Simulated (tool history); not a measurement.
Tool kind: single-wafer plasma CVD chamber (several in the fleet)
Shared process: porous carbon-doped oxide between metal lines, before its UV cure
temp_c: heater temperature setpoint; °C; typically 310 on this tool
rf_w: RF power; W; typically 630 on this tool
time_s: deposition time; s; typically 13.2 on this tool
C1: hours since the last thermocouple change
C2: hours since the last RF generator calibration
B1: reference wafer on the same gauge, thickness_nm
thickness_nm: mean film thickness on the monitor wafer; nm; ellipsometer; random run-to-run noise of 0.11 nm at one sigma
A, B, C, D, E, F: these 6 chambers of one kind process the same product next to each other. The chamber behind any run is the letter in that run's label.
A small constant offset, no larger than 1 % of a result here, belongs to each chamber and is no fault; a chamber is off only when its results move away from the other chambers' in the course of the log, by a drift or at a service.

run 1E hour=7.2 | temp_c=310 rf_w=630 time_s=13.2 | C1=996.8 C2=691.9 | B1=92.823 | thickness_nm=80.451
run 2C hour=18.0 | temp_c=310 rf_w=630 time_s=13.2 | C1=1654.7 C2=468.1 | B1=92.837 | thickness_nm=81.162
-- hour=23.4 chamber E: thermocouple changed; heater temperature recalibrated
run 3B hour=25.8 | temp_c=310 rf_w=630 time_s=13.2 | C1=941.1 C2=1131.4 | B1=92.799 | thickness_nm=80.973
run 4A hour=33.2 | temp_c=310 rf_w=630 time_s=13.2 | C1=603.7 C2=309.9 | B1=92.822 | thickness_nm=81.350
run 5F hour=38.3 | temp_c=304 rf_w=530 time_s=13.2 | C1=335.5 C2=866.0 | B1=92.872 | thickness_nm=74.791
run 6D hour=46.1 | temp_c=304 rf_w=530 time_s=13.2 | C1=172.2 C2=1942.6 | B1=92.853 | thickness_nm=74.298
run 7B hour=55.3 | temp_c=304 rf_w=530 time_s=13.2 | C1=970.6 C2=1160.9 | B1=92.878 | thickness_nm=75.005
run 8A hour=61.2 | temp_c=304 rf_w=530 time_s=13.2 | C1=631.7 C2=337.9 | B1=92.892 | thickness_nm=74.692
run 9D hour=69.7 | temp_c=304 rf_w=530 time_s=13.2 | C1=195.8 C2=1966.2 | B1=92.913 | thickness_nm=74.211
run 10F hour=78.9 | temp_c=304 rf_w=530 time_s=13.2 | C1=376.1 C2=906.6 | B1=92.950 | thickness_nm=74.779
run 11C hour=88.0 | temp_c=310 rf_w=630 time_s=14.2 | C1=1724.7 C2=538.1 | B1=92.934 | thickness_nm=87.161
run 12E hour=94.4 | temp_c=310 rf_w=630 time_s=14.2 | C1=71.0 C2=779.1 | B1=92.952 | thickness_nm=86.504
run 13B hour=105.7 | temp_c=310 rf_w=630 time_s=14.2 | C1=1021.0 C2=1211.3 | B1=92.977 | thickness_nm=87.069
run 14D hour=111.3 | temp_c=310 rf_w=630 time_s=14.2 | C1=237.4 C2=2007.8 | B1=92.945 | thickness_nm=86.603
run 15C hour=116.5 | temp_c=310 rf_w=630 time_s=14.2 | C1=1753.2 C2=566.6 | B1=92.937 | thickness_nm=87.017
run 16A hour=121.9 | temp_c=310 rf_w=630 time_s=14.2 | C1=692.4 C2=398.6 | B1=92.974 | thickness_nm=87.593
run 17F hour=132.6 | temp_c=310 rf_w=630 time_s=13.2 | C1=429.8 C2=960.3 | B1=93.011 | thickness_nm=80.942
run 18E hour=139.5 | temp_c=310 rf_w=630 time_s=11.1 | C1=116.1 C2=824.2 | B1=93.001 | thickness_nm=68.368
run 19C hour=150.4 | temp_c=310 rf_w=630 time_s=11.1 | C1=1787.1 C2=600.5 | B1=93.021 | thickness_nm=68.806
run 20E hour=158.0 | temp_c=310 rf_w=630 time_s=11.1 | C1=134.6 C2=842.7 | B1=92.993 | thickness_nm=68.401
run 21B hour=168.9 | temp_c=310 rf_w=630 time_s=11.1 | C1=1084.2 C2=1274.5 | B1=93.053 | thickness_nm=68.723
run 22F hour=178.6 | temp_c=310 rf_w=630 time_s=11.1 | C1=475.8 C2=1006.3 | B1=93.038 | thickness_nm=68.523
run 23A hour=189.7 | temp_c=310 rf_w=630 time_s=11.1 | C1=760.2 C2=466.4 | B1=93.075 | thickness_nm=69.084
run 24D hour=195.5 | temp_c=310 rf_w=630 time_s=13.2 | C1=321.6 C2=2092.0 | B1=93.044 | thickness_nm=80.904
run 25C hour=204.0 | temp_c=310 rf_w=630 time_s=13.2 | C1=1840.7 C2=654.1 | B1=93.108 | thickness_nm=81.213
run 26A hour=209.5 | temp_c=310 rf_w=630 time_s=13.2 | C1=780.0 C2=486.2 | B1=93.118 | thickness_nm=81.356
run 27E hour=214.9 | temp_c=310 rf_w=630 time_s=13.2 | C1=191.5 C2=899.6 | B1=93.092 | thickness_nm=80.940
run 28F hour=225.8 | temp_c=310 rf_w=630 time_s=13.2 | C1=523.0 C2=1053.5 | B1=93.099 | thickness_nm=81.138
run 29B hour=231.4 | temp_c=310 rf_w=630 time_s=13.2 | C1=1146.7 C2=1337.0 | B1=93.130 | thickness_nm=81.224
run 30D hour=239.4 | temp_c=310 rf_w=630 time_s=13.2 | C1=365.5 C2=2135.9 | B1=93.143 | thickness_nm=80.970
run 31A hour=249.8 | temp_c=310 rf_w=630 time_s=13.2 | C1=820.3 C2=526.5 | B1=93.175 | thickness_nm=81.634
run 32F hour=255.3 | temp_c=310 rf_w=630 time_s=13.2 | C1=552.5 C2=1083.0 | B1=93.136 | thickness_nm=81.006
run 33E hour=265.4 | temp_c=310 rf_w=630 time_s=13.2 | C1=242.0 C2=950.1 | B1=93.211 | thickness_nm=80.973
run 34B hour=273.6 | temp_c=318 rf_w=630 time_s=13.2 | C1=1188.9 C2=1379.2 | B1=93.206 | thickness_nm=77.875
run 35C hour=282.5 | temp_c=318 rf_w=630 time_s=13.2 | C1=1919.2 C2=732.6 | B1=93.212 | thickness_nm=78.184
run 36D hour=292.4 | temp_c=318 rf_w=630 time_s=13.2 | C1=418.5 C2=2188.9 | B1=93.209 | thickness_nm=77.914
run 37A hour=302.8 | temp_c=318 rf_w=630 time_s=13.2 | C1=873.3 C2=579.5 | B1=93.272 | thickness_nm=78.369
run 38E hour=310.2 | temp_c=318 rf_w=630 time_s=13.2 | C1=286.8 C2=994.9 | B1=93.269 | thickness_nm=77.664
run 39D hour=315.1 | temp_c=318 rf_w=630 time_s=13.2 | C1=441.2 C2=2211.6 | B1=93.270 | thickness_nm=77.450
run 40C hour=322.0 | temp_c=310 rf_w=570 time_s=10.9 | C1=1958.7 C2=772.1 | B1=93.275 | thickness_nm=63.485
run 41B hour=328.3 | temp_c=310 rf_w=570 time_s=10.9 | C1=1243.6 C2=1433.9 | B1=93.277 | thickness_nm=63.472
run 42F hour=333.4 | temp_c=310 rf_w=570 time_s=10.9 | C1=630.6 C2=1161.1 | B1=93.300 | thickness_nm=63.223
run 43D hour=342.7 | temp_c=310 rf_w=570 time_s=10.9 | C1=468.8 C2=2239.2 | B1=93.304 | thickness_nm=63.140

Does one chamber stand apart from the rest, does the shared gauge drift, or is all well apart from small per-chamber offsets? Give the chamber and the most likely cause, where there is one.

Every chamber seems to shift together because the gauge that measures them all drifts; the chambers themselves are fine.
Cause: gauge reads high (%) = 0.543.

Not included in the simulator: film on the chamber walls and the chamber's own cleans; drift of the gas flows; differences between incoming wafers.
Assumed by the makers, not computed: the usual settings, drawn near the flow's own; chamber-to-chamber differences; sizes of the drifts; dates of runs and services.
